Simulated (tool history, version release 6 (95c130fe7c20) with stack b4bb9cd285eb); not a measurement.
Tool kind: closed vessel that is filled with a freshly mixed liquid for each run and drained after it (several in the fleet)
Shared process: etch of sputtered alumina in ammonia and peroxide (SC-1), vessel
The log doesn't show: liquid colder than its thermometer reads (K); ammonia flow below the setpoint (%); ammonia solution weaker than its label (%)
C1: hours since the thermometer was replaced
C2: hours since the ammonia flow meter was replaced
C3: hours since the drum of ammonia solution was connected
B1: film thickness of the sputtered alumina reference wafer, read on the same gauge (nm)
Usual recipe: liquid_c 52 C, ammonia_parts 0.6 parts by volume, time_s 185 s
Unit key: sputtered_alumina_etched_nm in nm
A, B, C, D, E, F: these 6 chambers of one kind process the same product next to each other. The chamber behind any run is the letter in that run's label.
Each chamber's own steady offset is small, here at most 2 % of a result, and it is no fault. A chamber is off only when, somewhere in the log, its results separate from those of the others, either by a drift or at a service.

{"run": "1F", "hour": 4.9, "liquid_c": 52, "ammonia_parts": 0.6, "time_s": 185, "C1": 1597.1, "C2": 1317.5, "C3": 1256, "B1": 100.03, "sputtered_alumina_etched_nm": 14.069}
{"hour": 5.4, "done": "chamber C: new drum of ammonia solution connected"}
{"run": "2C", "hour": 11.6, "liquid_c": 52, "ammonia_parts": 0.6, "time_s": 185, "C1": 664.5, "C2": 19.2, "C3": 6.3, "B1": 100, "sputtered_alumina_etched_nm": 14.024}
{"run": "3A", "hour": 18.0, "liquid_c": 52, "ammonia_parts": 0.6, "time_s": 185, "C1": 1322.9, "C2": 138.6, "C3": 616.8, "B1": 100.02, "sputtered_alumina_etched_nm": 13.93}
{"run": "4B", "hour": 24.1, "liquid_c": 52, "ammonia_parts": 0.6, "time_s": 185, "C1": 777.2, "C2": 1605.9, "C3": 234, "B1": 100, "sputtered_alumina_etched_nm": 13.909}
{"hour": 25.7, "done": "chamber F: new drum of ammonia solution connected"}
{"run": "5E", "hour": 28.3, "liquid_c": 52, "ammonia_parts": 0.6, "time_s": 185, "C1": 468.4, "C2": 138.1, "C3": 916.1, "B1": 99.991, "sputtered_alumina_etched_nm": 13.979}
{"run": "6D", "hour": 33.6, "liquid_c": 52, "ammonia_parts": 0.6, "time_s": 185, "C1": 878.6, "C2": 367.5, "C3": 721.5, "B1": 100, "sputtered_alumina_etched_nm": 13.757}
{"run": "7B", "hour": 41.0, "liquid_c": 52, "ammonia_parts": 0.6, "time_s": 185, "C1": 794.1, "C2": 1622.8, "C3": 250.9, "B1": 99.993, "sputtered_alumina_etched_nm": 13.833}
{"run": "8A", "hour": 46.5, "liquid_c": 52, "ammonia_parts": 0.7, "time_s": 185, "C1": 1351.4, "C2": 167.1, "C3": 645.3, "B1": 99.997, "sputtered_alumina_etched_nm": 14.071}
{"run": "9E", "hour": 51.3, "liquid_c": 52, "ammonia_parts": 0.7, "time_s": 185, "C1": 491.4, "C2": 161.1, "C3": 939.1, "B1": 100.01, "sputtered_alumina_etched_nm": 14.172}
{"run": "10F", "hour": 58.2, "liquid_c": 52, "ammonia_parts": 0.7, "time_s": 185, "C1": 1650.4, "C2": 1370.8, "C3": 32.5, "B1": 100.02, "sputtered_alumina_etched_nm": 14.385}
{"run": "11D", "hour": 64.4, "liquid_c": 52, "ammonia_parts": 0.7, "time_s": 185, "C1": 909.4, "C2": 398.3, "C3": 752.3, "B1": 100.01, "sputtered_alumina_etched_nm": 13.919}
{"run": "12C", "hour": 69.1, "liquid_c": 52, "ammonia_parts": 0.7, "time_s": 185, "C1": 722, "C2": 76.7, "C3": 63.8, "B1": 100.01, "sputtered_alumina_etched_nm": 14.241}
{"run": "13B", "hour": 76.0, "liquid_c": 52, "ammonia_parts": 0.7, "time_s": 185, "C1": 829.1, "C2": 1657.8, "C3": 285.9, "B1": 100, "sputtered_alumina_etched_nm": 13.975}
{"run": "14C", "hour": 83.7, "liquid_c": 52, "ammonia_parts": 0.6, "time_s": 185, "C1": 736.6, "C2": 91.3, "C3": 78.4, "B1": 99.973, "sputtered_alumina_etched_nm": 14.065}
{"run": "15E", "hour": 88.5, "liquid_c": 52, "ammonia_parts": 0.6, "time_s": 185, "C1": 528.6, "C2": 198.3, "C3": 976.3, "B1": 100.03, "sputtered_alumina_etched_nm": 14.027}
{"run": "16D", "hour": 91.9, "liquid_c": 52, "ammonia_parts": 0.6, "time_s": 185, "C1": 936.9, "C2": 425.8, "C3": 779.8, "B1": 100.01, "sputtered_alumina_etched_nm": 13.772}
{"run": "17F", "hour": 96.1, "liquid_c": 56.5, "ammonia_parts": 0.6, "time_s": 260, "C1": 1688.3, "C2": 1408.7, "C3": 70.4, "B1": 100.01, "sputtered_alumina_etched_nm": 24.737}
{"run": "18A", "hour": 103.0, "liquid_c": 56.5, "ammonia_parts": 0.6, "time_s": 260, "C1": 1407.9, "C2": 223.6, "C3": 701.8, "B1": 100.01, "sputtered_alumina_etched_nm": 24.801}
{"run": "19B", "hour": 110.0, "liquid_c": 56.5, "ammonia_parts": 0.6, "time_s": 260, "C1": 863.1, "C2": 1691.8, "C3": 319.9, "B1": 100.01, "sputtered_alumina_etched_nm": 24.823}
{"run": "20A", "hour": 116.8, "liquid_c": 56.5, "ammonia_parts": 0.6, "time_s": 260, "C1": 1421.7, "C2": 237.4, "C3": 715.6, "B1": 100, "sputtered_alumina_etched_nm": 24.844}
{"hour": 118.7, "done": "chamber A: new drum of ammonia solution connected"}
{"run": "21E", "hour": 121.5, "liquid_c": 56.5, "ammonia_parts": 0.6, "time_s": 260, "C1": 561.6, "C2": 231.3, "C3": 1009.3, "B1": 100.01, "sputtered_alumina_etched_nm": 24.831}
{"run": "22F", "hour": 125.9, "liquid_c": 56.5, "ammonia_parts": 0.6, "time_s": 260, "C1": 1718.1, "C2": 1438.5, "C3": 100.2, "B1": 99.997, "sputtered_alumina_etched_nm": 24.255}
{"hour": 129.8, "done": "chamber E: new drum of ammonia solution connected"}
{"run": "23C", "hour": 131.8, "liquid_c": 52, "ammonia_parts": 0.6, "time_s": 185, "C1": 784.7, "C2": 139.4, "C3": 126.5, "B1": 100.02, "sputtered_alumina_etched_nm": 13.892}
{"run": "24D", "hour": 138.5, "liquid_c": 52, "ammonia_parts": 0.6, "time_s": 185, "C1": 983.5, "C2": 472.4, "C3": 826.4, "B1": 100.01, "sputtered_alumina_etched_nm": 13.754}
{"run": "25E", "hour": 143.6, "liquid_c": 52, "ammonia_parts": 0.6, "time_s": 185, "C1": 583.7, "C2": 253.4, "C3": 13.9, "B1": 100.01, "sputtered_alumina_etched_nm": 13.95}
{"run": "26B", "hour": 148.2, "liquid_c": 52, "ammonia_parts": 0.6, "time_s": 185, "C1": 901.3, "C2": 1730, "C3": 358.1, "B1": 100.01, "sputtered_alumina_etched_nm": 13.79}
{"run": "27F", "hour": 152.5, "liquid_c": 52, "ammonia_parts": 0.6, "time_s": 185, "C1": 1744.7, "C2": 1465.1, "C3": 126.8, "B1": 100.02, "sputtered_alumina_etched_nm": 13.493}
{"run": "28D", "hour": 158.0, "liquid_c": 52, "ammonia_parts": 0.6, "time_s": 185, "C1": 1003, "C2": 491.9, "C3": 845.9, "B1": 100.01, "sputtered_alumina_etched_nm": 13.635}
{"run": "29C", "hour": 162.1, "liquid_c": 52, "ammonia_parts": 0.6, "time_s": 185, "C1": 815, "C2": 169.7, "C3": 156.8, "B1": 99.995, "sputtered_alumina_etched_nm": 13.986}
{"run": "30A", "hour": 168.3, "liquid_c": 52, "ammonia_parts": 0.75, "time_s": 185, "C1": 1473.2, "C2": 288.9, "C3": 49.6, "B1": 100.01, "sputtered_alumina_etched_nm": 14.218}
{"run": "31C", "hour": 173.8, "liquid_c": 52, "ammonia_parts": 0.75, "time_s": 185, "C1": 826.7, "C2": 181.4, "C3": 168.5, "B1": 100, "sputtered_alumina_etched_nm": 14.292}
{"run": "32B", "hour": 178.2, "liquid_c": 52, "ammonia_parts": 0.75, "time_s": 185, "C1": 931.3, "C2": 1760, "C3": 388.1, "B1": 100, "sputtered_alumina_etched_nm": 14.005}
{"run": "33A", "hour": 182.7, "liquid_c": 52, "ammonia_parts": 0.75, "time_s": 185, "C1": 1487.6, "C2": 303.3, "C3": 64, "B1": 100, "sputtered_alumina_etched_nm": 14.248}
{"run": "34E", "hour": 186.2, "liquid_c": 52, "ammonia_parts": 0.75, "time_s": 185, "C1": 626.3, "C2": 296, "C3": 56.5, "B1": 99.999, "sputtered_alumina_etched_nm": 14.21}
{"run": "35D", "hour": 193.6, "liquid_c": 52, "ammonia_parts": 0.75, "time_s": 185, "C1": 1038.6, "C2": 527.5, "C3": 881.5, "B1": 100.01, "sputtered_alumina_etched_nm": 13.938}
{"run": "36F", "hour": 200.7, "liquid_c": 52, "ammonia_parts": 0.6, "time_s": 185, "C1": 1792.9, "C2": 1513.3, "C3": 175, "B1": 100, "sputtered_alumina_etched_nm": 13.194}
{"run": "37E", "hour": 207.9, "liquid_c": 52, "ammonia_parts": 0.6, "time_s": 185, "C1": 648, "C2": 317.7, "C3": 78.2, "B1": 100.02, "sputtered_alumina_etched_nm": 13.946}
{"run": "38D", "hour": 215.2, "liquid_c": 52, "ammonia_parts": 0.6, "time_s": 185, "C1": 1060.2, "C2": 549.1, "C3": 903.1, "B1": 100, "sputtered_alumina_etched_nm": 13.697}

For the next run the whole fleet of 6 chambers uses the same settings. Give each chamber's results:
{"run": "39A", "hour": 220.7, "liquid_c": 44, "ammonia_parts": 0.6, "time_s": 185, "sputtered_alumina_etched_nm": "?"}
{"run": "39B", "hour": 220.7, "liquid_c": 44, "ammonia_parts": 0.6, "time_s": 185, "sputtered_alumina_etched_nm": "?"}
{"run": "39C", "hour": 220.7, "liquid_c": 44, "ammonia_parts": 0.6, "time_s": 185, "sputtered_alumina_etched_nm": "?"}
{"run": "39D", "hour": 220.7, "liquid_c": 44, "ammonia_parts": 0.6, "time_s": 185, "sputtered_alumina_etched_nm": "?"}
{"run": "39E", "hour": 220.7, "liquid_c": 44, "ammonia_parts": 0.6, "time_s": 185, "sputtered_alumina_etched_nm": "?"}
{"run": "39F", "hour": 220.7, "liquid_c": 44, "ammonia_parts": 0.6, "time_s": 185, "sputtered_alumina_etched_nm": "?"}

run=39A sputtered_alumina_etched_nm=9.0072
run=39B sputtered_alumina_etched_nm=8.8872
run=39C sputtered_alumina_etched_nm=9.0142
run=39D sputtered_alumina_etched_nm=8.7364
run=39E sputtered_alumina_etched_nm=8.9141
run=39F sputtered_alumina_etched_nm=8.4335
